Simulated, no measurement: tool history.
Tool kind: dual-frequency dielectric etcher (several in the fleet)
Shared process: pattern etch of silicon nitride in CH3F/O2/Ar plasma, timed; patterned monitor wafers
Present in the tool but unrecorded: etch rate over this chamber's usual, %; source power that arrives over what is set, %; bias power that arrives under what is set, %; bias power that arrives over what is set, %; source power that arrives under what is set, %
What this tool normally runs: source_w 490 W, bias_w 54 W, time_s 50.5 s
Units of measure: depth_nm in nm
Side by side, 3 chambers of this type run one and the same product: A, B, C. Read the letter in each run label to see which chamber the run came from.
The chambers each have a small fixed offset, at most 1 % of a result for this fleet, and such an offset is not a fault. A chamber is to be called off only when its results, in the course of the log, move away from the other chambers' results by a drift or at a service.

| run | hour | source_w | bias_w | time_s | hours since the last wet clean | hours since the last source power generator calibration | hours since the last bias power generator calibration | read-back reference wafer on the same gauge, depth_nm | depth_nm |
|---|---|---|---|---|---|---|---|---|---|
| 1C | 6.6 | 490 | 54 | 50.5 | 179.2 | 1230.0 | 2422.9 | 27.909 | 34.554 |
| 2A | 13.4 | 490 | 54 | 50.5 | 337.4 | 2062.6 | 3793.2 | 27.880 | 34.974 |
| 3B | 20.8 | 490 | 54 | 50.5 | 288.9 | 1460.1 | 498.4 | 27.881 | 34.623 |
| 4C | 24.4 | 490 | 54 | 50.5 | 197.0 | 1247.8 | 2440.7 | 27.907 | 34.900 |
| 5A | 29.4 | 490 | 54 | 50.5 | 353.4 | 2078.6 | 3809.2 | 27.909 | 34.656 |
| 6B | 33.7 | 570 | 54 | 50.5 | 301.8 | 1473.0 | 511.3 | 27.898 | 36.631 |
| 7C | 38.3 | 570 | 54 | 50.5 | 210.9 | 1261.7 | 2454.6 | 27.896 | 36.796 |
| 8B | 45.3 | 570 | 54 | 50.5 | 313.4 | 1484.6 | 522.9 | 27.857 | 36.784 |
| 9A | 50.8 | 490 | 54 | 50.5 | 374.8 | 2100.0 | 3830.6 | 27.915 | 34.428 |
| 10B | 56.1 | 490 | 54 | 50.5 | 324.2 | 1495.4 | 533.7 | 27.878 | 34.360 |
| 11A | 63.1 | 490 | 54 | 50.5 | 387.1 | 2112.3 | 3842.9 | 27.880 | 34.675 |
| 12C | 69.2 | 490 | 54 | 50.5 | 241.8 | 1292.6 | 2485.5 | 27.906 | 34.454 |
| 13B | 75.6 | 490 | 54 | 50.5 | 343.7 | 1514.9 | 553.2 | 27.872 | 34.319 |
| 14A | 79.9 | 490 | 54 | 50.5 | 403.9 | 2129.1 | 3859.7 | 27.891 | 34.658 |
| 15C | 84.3 | 580 | 54 | 50.5 | 256.9 | 1307.7 | 2500.6 | 27.903 | 37.095 |
| 16B | 89.3 | 580 | 54 | 50.5 | 357.4 | 1528.6 | 566.9 | 27.894 | 37.155 |
| 17A | 96.4 | 580 | 54 | 50.5 | 420.4 | 2145.6 | 3876.2 | 27.916 | 37.143 |
| 18C | 102.9 | 490 | 54 | 50.5 | 275.5 | 1326.3 | 2519.2 | 27.922 | 34.631 |
| 19B | 108.6 | 530 | 65 | 50.5 | 376.7 | 1547.9 | 586.2 | 27.893 | 38.118 |
| 20A | 113.1 | 530 | 65 | 50.5 | 437.1 | 2162.3 | 3892.9 | 27.886 | 38.295 |
| 21C | 118.8 | 530 | 65 | 50.5 | 291.4 | 1342.2 | 2535.1 | 27.890 | 38.049 |
| 22A | 124.9 | 490 | 54 | 50.5 | 448.9 | 2174.1 | 3904.7 | 27.915 | 34.587 |
| 23B | 129.5 | 490 | 54 | 50.5 | 397.6 | 1568.8 | 607.1 | 27.871 | 35.288 |
| 24C | 135.5 | 490 | 54 | 50.5 | 308.1 | 1358.9 | 2551.8 | 27.946 | 34.851 |
| 25A | 139.2 | 490 | 54 | 59.5 | 463.2 | 2188.4 | 3919.0 | 27.900 | 40.575 |
|  | 142.0 | chamber A: bias power generator calibrated |
| 26B | 144.5 | 490 | 54 | 59.5 | 412.6 | 1583.8 | 622.1 | 27.930 | 41.467 |
| 27C | 150.9 | 490 | 54 | 59.5 | 323.5 | 1374.3 | 2567.2 | 27.918 | 41.125 |
| 28B | 158.0 | 490 | 54 | 50.5 | 426.1 | 1597.3 | 635.6 | 27.869 | 35.012 |
| 29C | 161.2 | 490 | 54 | 50.5 | 333.8 | 1384.6 | 2577.5 | 27.898 | 34.553 |
| 30A | 168.1 | 490 | 54 | 50.5 | 492.1 | 2217.3 | 26.1 | 27.870 | 34.674 |
| 31B | 174.8 | 490 | 54 | 50.5 | 442.9 | 1614.1 | 652.4 | 27.892 | 35.911 |
| 32C | 180.2 | 490 | 54 | 50.5 | 352.8 | 1403.6 | 2596.5 | 27.873 | 34.616 |
| 33A | 186.4 | 490 | 49 | 50.5 | 510.4 | 2235.6 | 44.4 | 27.887 | 33.454 |
| 34A | 192.2 | 490 | 49 | 50.5 | 516.2 | 2241.4 | 50.2 | 27.886 | 33.104 |

All chambers now run identical settings, listed one chamber a line with results as question marks. What results will each chamber show?
| 35A | 197.5 | 490 | 65 | 50.5 |  |  |  |  | ? |
| 35B | 197.5 | 490 | 65 | 50.5 |  |  |  |  | ? |
| 35C | 197.5 | 490 | 65 | 50.5 |  |  |  |  | ? |

| run | depth_nm |
|---|---|
| 35A | 36.293 |
| 35B | 38.173 |
| 35C | 36.869 |

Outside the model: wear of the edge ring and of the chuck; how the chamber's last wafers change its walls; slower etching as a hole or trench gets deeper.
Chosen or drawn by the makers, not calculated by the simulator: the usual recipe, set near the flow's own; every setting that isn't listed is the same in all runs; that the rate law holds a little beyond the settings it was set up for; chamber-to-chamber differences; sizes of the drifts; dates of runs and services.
